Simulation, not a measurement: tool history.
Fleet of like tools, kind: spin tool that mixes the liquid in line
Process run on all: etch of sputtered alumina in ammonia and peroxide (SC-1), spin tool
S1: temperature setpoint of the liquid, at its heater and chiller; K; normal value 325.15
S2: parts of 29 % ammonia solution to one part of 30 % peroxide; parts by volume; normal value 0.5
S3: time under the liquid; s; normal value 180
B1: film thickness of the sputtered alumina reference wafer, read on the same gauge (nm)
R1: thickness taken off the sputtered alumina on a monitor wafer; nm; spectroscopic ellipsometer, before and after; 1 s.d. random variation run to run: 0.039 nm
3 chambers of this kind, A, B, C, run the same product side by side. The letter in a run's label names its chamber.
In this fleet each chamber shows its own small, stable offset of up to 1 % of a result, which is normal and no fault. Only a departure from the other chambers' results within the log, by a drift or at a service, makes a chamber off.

| run | hour | S1 | S2 | S3 | B1 | R1 |
|---|---|---|---|---|---|---|
| 1A | 4.3 | 325.15 | 0.5 | 180 | 79.990 | 6.8043 |
| 2B | 8.6 | 325.15 | 0.5 | 180 | 80.012 | 6.6416 |
|  | 12.6 | chamber B: new drum of ammonia solution connected |
| 3C | 16.7 | 325.15 | 0.5 | 180 | 80.014 | 6.7043 |
| 4A | 21.2 | 325.15 | 0.5 | 180 | 80.001 | 6.7324 |
| 5B | 26.4 | 325.15 | 0.5 | 110 | 79.999 | 4.0902 |
| 6C | 31.0 | 325.15 | 0.5 | 110 | 79.994 | 4.1112 |
| 7B | 35.3 | 325.15 | 0.5 | 110 | 80.014 | 4.0937 |
| 8A | 39.7 | 325.15 | 0.5 | 180 | 79.998 | 6.7803 |
| 9C | 46.9 | 325.15 | 0.5 | 180 | 79.996 | 6.7666 |
| 10A | 54.0 | 325.15 | 0.5 | 180 | 80.013 | 6.7344 |
|  | 56.5 | chamber A: new drum of ammonia solution connected |
| 11C | 62.2 | 320.65 | 0.5 | 180 | 80.003 | 5.2690 |
| 12B | 67.2 | 320.65 | 0.5 | 180 | 79.985 | 5.1845 |
|  | 69.0 | chamber C: thermometer replaced |
| 13B | 72.2 | 320.65 | 0.5 | 180 | 80.004 | 5.2072 |
| 14C | 76.0 | 325.15 | 0.5 | 180 | 80.005 | 6.7556 |
| 15A | 83.6 | 325.15 | 0.5 | 180 | 79.976 | 6.7434 |
| 16A | 91.5 | 325.15 | 0.5 | 180 | 80.008 | 6.7559 |
| 17B | 96.8 | 325.15 | 0.5 | 180 | 79.996 | 6.6937 |
| 18C | 102.6 | 325.15 | 0.5 | 180 | 79.993 | 6.7377 |
| 19C | 110.7 | 331.65 | 0.5 | 85 | 79.987 | 4.4984 |
| 20B | 117.8 | 331.65 | 0.5 | 85 | 80.006 | 4.4934 |
| 21A | 123.5 | 331.65 | 0.5 | 85 | 79.998 | 4.4722 |
| 22A | 131.3 | 325.15 | 0.5 | 180 | 79.977 | 6.7487 |
| 23B | 138.1 | 325.15 | 0.5 | 180 | 79.986 | 6.7579 |
| 24C | 142.5 | 325.15 | 0.5 | 180 | 79.996 | 6.7522 |
| 25A | 147.3 | 325.15 | 0.5 | 180 | 79.997 | 6.7000 |
| 26B | 155.0 | 325.15 | 0.5 | 180 | 79.999 | 6.6487 |
|  | 157.7 | chamber B: ammonia flow meter replaced |
| 27C | 160.2 | 325.15 | 0.5 | 180 | 80.025 | 6.7823 |
| 28C | 166.9 | 325.15 | 0.5 | 180 | 79.992 | 6.8095 |
| 29B | 172.3 | 325.15 | 0.5 | 180 | 79.992 | 6.7397 |
| 30A | 178.7 | 317.15 | 0.5 | 145 | 80.002 | 3.4919 |
| 31A | 185.0 | 317.15 | 0.5 | 145 | 79.976 | 3.5029 |

Predict what each chamber gives when all 3 of them run the settings below next.
| 32A | 191.0 | 325.15 | 0.5 | 95 |  | ? |
| 32B | 191.0 | 325.15 | 0.5 | 95 |  | ? |
| 32C | 191.0 | 325.15 | 0.5 | 95 |  | ? |

| run | R1 |
|---|---|
| 32A | 3.5404 |
| 32B | 3.5211 |
| 32C | 3.5447 |
